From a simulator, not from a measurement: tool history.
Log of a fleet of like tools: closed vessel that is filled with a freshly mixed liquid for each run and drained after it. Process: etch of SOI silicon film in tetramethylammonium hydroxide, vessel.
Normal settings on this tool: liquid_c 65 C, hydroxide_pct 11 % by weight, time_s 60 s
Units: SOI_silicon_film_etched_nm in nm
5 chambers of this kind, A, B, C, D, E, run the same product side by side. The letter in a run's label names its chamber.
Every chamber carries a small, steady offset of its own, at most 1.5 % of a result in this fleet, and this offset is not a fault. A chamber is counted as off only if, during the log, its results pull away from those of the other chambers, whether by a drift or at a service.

run   hour  liquid_c  hydroxide_pct  time_s  hours since the thermometer was replaced  hours since the hydroxide flow meter was replaced  read-back film thickness of the SOI silicon film reference wafer, read on the same gauge (nm)  SOI_silicon_film_etched_nm
 1A    2.7        65             11      60                                    1048.1                                              126.3                                                                                          89.99                      301.07
 2D      7        65             11      60                                    1401.1                                              307.7                                                                                         90.031                      302.72
 3C   11.9        65             11      60                                     291.5                                             1999.3                                                                                         89.984                      294.97
 4B   16.4        65             11      60                                     202.7                                              114.1                                                                                         89.984                      300.24
 5E   19.1        65             11      60                                     581.1                                             1219.6                                                                                         89.973                      303.97
 6A   22.3        65             11      60                                    1067.7                                              145.9                                                                                         90.052                      304.66
 7D   25.8        65             11      60                                    1419.9                                              326.5                                                                                         89.994                      301.47
 8C   30.4        65             11      60                                       310                                             2017.8                                                                                         89.994                       299.5
 9B   34.8        65           13.5      35                                     221.1                                              132.5                                                                                         90.005                      162.06
10E   38.7        65           13.5      35                                     600.7                                             1239.2                                                                                         89.986                      162.44
11B   42.7        65           13.5      35                                       229                                              140.4                                                                                         90.023                      162.09
12D   46.6        65           13.5      35                                    1440.7                                              347.3                                                                                         89.984                      164.35
13A   49.1        65           13.5      35                                    1094.5                                              172.7                                                                                         90.003                      164.92
14C   54.3        65             11      60                                     333.9                                             2041.7                                                                                         90.002                      301.06
15E   57.1        65             11      60                                     619.1                                             1257.6                                                                                         89.976                      303.03
16B   61.9        65           13.5      60                                     248.2                                              159.6                                                                                         90.007                         278
17A   66.2        65           13.5      60                                    1111.6                                              189.8                                                                                         90.003                      280.24
18E   71.1        65           13.5      60                                     633.1                                             1271.6                                                                                         89.986                      277.19
19D   76.1        65           13.5      60                                    1470.2                                              376.8                                                                                         89.973                      276.88
20C   81.4        65           13.5      60                                       361                                             2068.8                                                                                         90.015                       275.2
21B   84.7        65             11      60                                       271                                              182.4                                                                                         89.976                      299.32
22E   87.4        65             11      60                                     649.4                                             1287.9                                                                                         90.022                      303.08
23C   91.3        65             11      60                                     370.9                                             2078.7                                                                                         90.008                      300.04
24A     96        65             11      60                                    1141.4                                              219.6                                                                                         89.997                      306.04
25D  100.9      58.5             11      60                                      1495                                              401.6                                                                                         90.012                      204.31
26D  103.3      58.5             11      60                                    1497.4                                                404                                                                                         90.017                      202.02
27C  106.8      58.5             11      60                                     386.4                                             2094.2                                                                                         89.987                      201.76
28A  110.6      58.5             11      60                                      1156                                              234.2                                                                                          90.02                      200.24
29E    113      58.5             11      60                                       675                                             1313.5                                                                                          90.02                      205.04
30B  116.4        65             11      60                                     302.7                                              214.1                                                                                         89.968                      300.81

Is one chamber off against the others, does the gauge drift, or is nothing wrong? If a chamber is off, say which, and what the likeliest cause is.

The fleet is healthy, with each chamber sitting at its usual small offset and no drift in the gauge.
